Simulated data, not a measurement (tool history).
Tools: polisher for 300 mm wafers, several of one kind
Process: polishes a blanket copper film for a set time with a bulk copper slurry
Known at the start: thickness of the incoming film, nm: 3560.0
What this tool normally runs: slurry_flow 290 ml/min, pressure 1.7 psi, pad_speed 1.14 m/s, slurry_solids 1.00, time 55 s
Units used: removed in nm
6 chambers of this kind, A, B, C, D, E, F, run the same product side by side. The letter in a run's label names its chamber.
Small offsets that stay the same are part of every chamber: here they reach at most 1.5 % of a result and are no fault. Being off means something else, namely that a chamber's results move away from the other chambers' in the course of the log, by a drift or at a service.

| run | hour | slurry_flow | pressure | pad_speed | slurry_solids | time | removed |
|---|---|---|---|---|---|---|---|
| 1F | 2.7 | 290 | 1.7 | 1.14 | 1.00 | 55 | 287.01 |
| 2B | 5.4 | 290 | 1.7 | 1.14 | 1.00 | 55 | 292.60 |
| 3C | 9.9 | 290 | 1.7 | 1.14 | 1.00 | 55 | 287.33 |
| 4D | 14.7 | 290 | 1.7 | 1.14 | 1.00 | 55 | 291.92 |
| 5E | 18.9 | 290 | 1.7 | 1.14 | 1.00 | 55 | 295.89 |
| 6A | 21.5 | 290 | 1.7 | 1.14 | 1.00 | 55 | 286.20 |
|  | 26.3 | chamber E: slurry blender recalibrated |
|  | 26.5 | chamber F: slurry blender recalibrated |
| 7C | 26.8 | 290 | 1.7 | 1.14 | 1.00 | 55 | 291.42 |
| 8E | 30.1 | 290 | 1.7 | 1.14 | 1.00 | 55 | 299.78 |
|  | 30.5 | chamber E: worn pad replaced by a new one |
| 9B | 34.7 | 290 | 1.7 | 1.14 | 1.00 | 55 | 287.23 |
| 10A | 37.9 | 290 | 1.7 | 1.14 | 1.00 | 55 | 286.02 |
|  | 39.2 | chamber C: slurry nozzle cleaned |
| 11F | 42.2 | 290 | 1.7 | 1.14 | 1.00 | 55 | 287.26 |
| 12D | 45.5 | 290 | 1.1 | 0.78 | 1.00 | 55 | 129.52 |
|  | 46.8 | chamber F: worn pad replaced by a new one |
| 13C | 48.5 | 290 | 1.1 | 0.78 | 1.00 | 55 | 127.61 |
| 14E | 53.7 | 290 | 1.1 | 0.78 | 1.00 | 55 | 130.84 |
|  | 55.6 | chamber D: slurry blender recalibrated |
|  | 56.1 | chamber C: worn pad replaced by a new one |
| 15A | 56.3 | 290 | 1.1 | 0.78 | 1.00 | 55 | 127.39 |
| 16F | 58.9 | 290 | 1.1 | 0.78 | 1.00 | 55 | 122.91 |
|  | 60.1 | chamber A: worn pad replaced by a new one |
| 17B | 63.7 | 290 | 1.1 | 0.78 | 1.00 | 55 | 126.24 |
| 18D | 66.1 | 290 | 1.7 | 1.14 | 1.00 | 55 | 283.92 |
|  | 68.2 | chamber B: worn pad replaced by a new one |
| 19E | 69.1 | 290 | 1.7 | 1.48 | 1.00 | 55 | 401.46 |
| 20B | 73.4 | 290 | 1.7 | 1.48 | 1.00 | 55 | 371.62 |
| 21C | 75.8 | 290 | 1.7 | 1.48 | 1.00 | 55 | 377.96 |
| 22D | 78.5 | 290 | 1.7 | 1.48 | 1.00 | 55 | 374.62 |
|  | 80.3 | chamber D: worn pad replaced by a new one |
|  | 82.5 | chamber E: slurry nozzle cleaned |
| 23A | 82.9 | 290 | 1.7 | 1.48 | 1.00 | 55 | 372.21 |
| 24F | 85.6 | 290 | 1.7 | 1.48 | 1.00 | 55 | 372.47 |
| 25B | 89.1 | 290 | 1.7 | 1.14 | 1.00 | 55 | 288.63 |
| 26C | 94.2 | 290 | 1.7 | 1.14 | 1.00 | 55 | 285.30 |
| 27D | 97.2 | 290 | 1.7 | 1.14 | 1.00 | 55 | 292.12 |
| 28E | 102.4 | 290 | 1.7 | 1.14 | 1.00 | 55 | 316.58 |
| 29F | 106.7 | 290 | 1.7 | 1.14 | 1.00 | 55 | 289.68 |
|  | 108.8 | chamber B: slurry nozzle cleaned |
| 30A | 109.2 | 215 | 1.7 | 1.14 | 1.00 | 55 | 279.63 |
| 31B | 112.1 | 215 | 1.7 | 1.14 | 1.00 | 55 | 284.08 |
|  | 112.4 | chamber C: slurry blender recalibrated |
| 32F | 117.0 | 215 | 1.7 | 1.14 | 1.00 | 55 | 277.01 |
| 33A | 121.6 | 215 | 1.7 | 1.14 | 1.00 | 55 | 282.14 |
| 34E | 125.9 | 215 | 1.7 | 1.14 | 1.00 | 55 | 311.23 |
| 35C | 128.7 | 215 | 1.7 | 1.14 | 1.00 | 55 | 281.53 |
| 36D | 132.2 | 290 | 1.7 | 1.14 | 1.00 | 55 | 290.23 |
| 37B | 135.6 | 235 | 1.7 | 1.46 | 1.00 | 55 | 368.70 |
|  | 137.1 | chamber A: slurry blender recalibrated |
| 38D | 140.0 | 235 | 1.7 | 1.46 | 1.00 | 55 | 360.18 |
| 39A | 143.2 | 235 | 1.7 | 1.46 | 1.00 | 55 | 359.09 |
| 40C | 147.5 | 235 | 1.7 | 1.46 | 1.00 | 55 | 363.52 |

One chamber off, gauge drift, or nothing amiss beyond the chambers' own small offsets? If it is a chamber, which one, and what is the likeliest cause?

One chamber, E, drifts off from the rest bit by bit.
Likeliest cause: head's pressure above its setpoint, % = 11.9.

Chamber E could run next with any of the 4 candidate recipes listed below; each alters the usual settings, and their results appear as question marks. Which one brings its results back in line with what the other chambers deliver on the usual settings?
In-line tolerance around the mean of the other chambers on the usual settings: removed 8.50 nm
| 41E-1 | 151.4 | 290 | 1.6 | 1.14 | 1.00 | 55 | ? |
| 41E-2 | 151.4 | 290 | 1.8 | 1.14 | 1.00 | 59 | ? |
| 41E-3 | 151.4 | 290 | 1.7 | 1.14 | 1.00 | 58 | ? |
| 41E-4 | 151.4 | 290 | 1.6 | 1.10 | 1.00 | 53 | ? |

Other chambers, usual settings, mean: removed 287.90 nm
| run | removed |
|---|---|
| 41E-1 | 309.02 |
| 41E-2 | 373.59 |
| 41E-3 | 346.56 |
| 41E-4 | 287.17 |
41E-4 brings the chamber back in line.

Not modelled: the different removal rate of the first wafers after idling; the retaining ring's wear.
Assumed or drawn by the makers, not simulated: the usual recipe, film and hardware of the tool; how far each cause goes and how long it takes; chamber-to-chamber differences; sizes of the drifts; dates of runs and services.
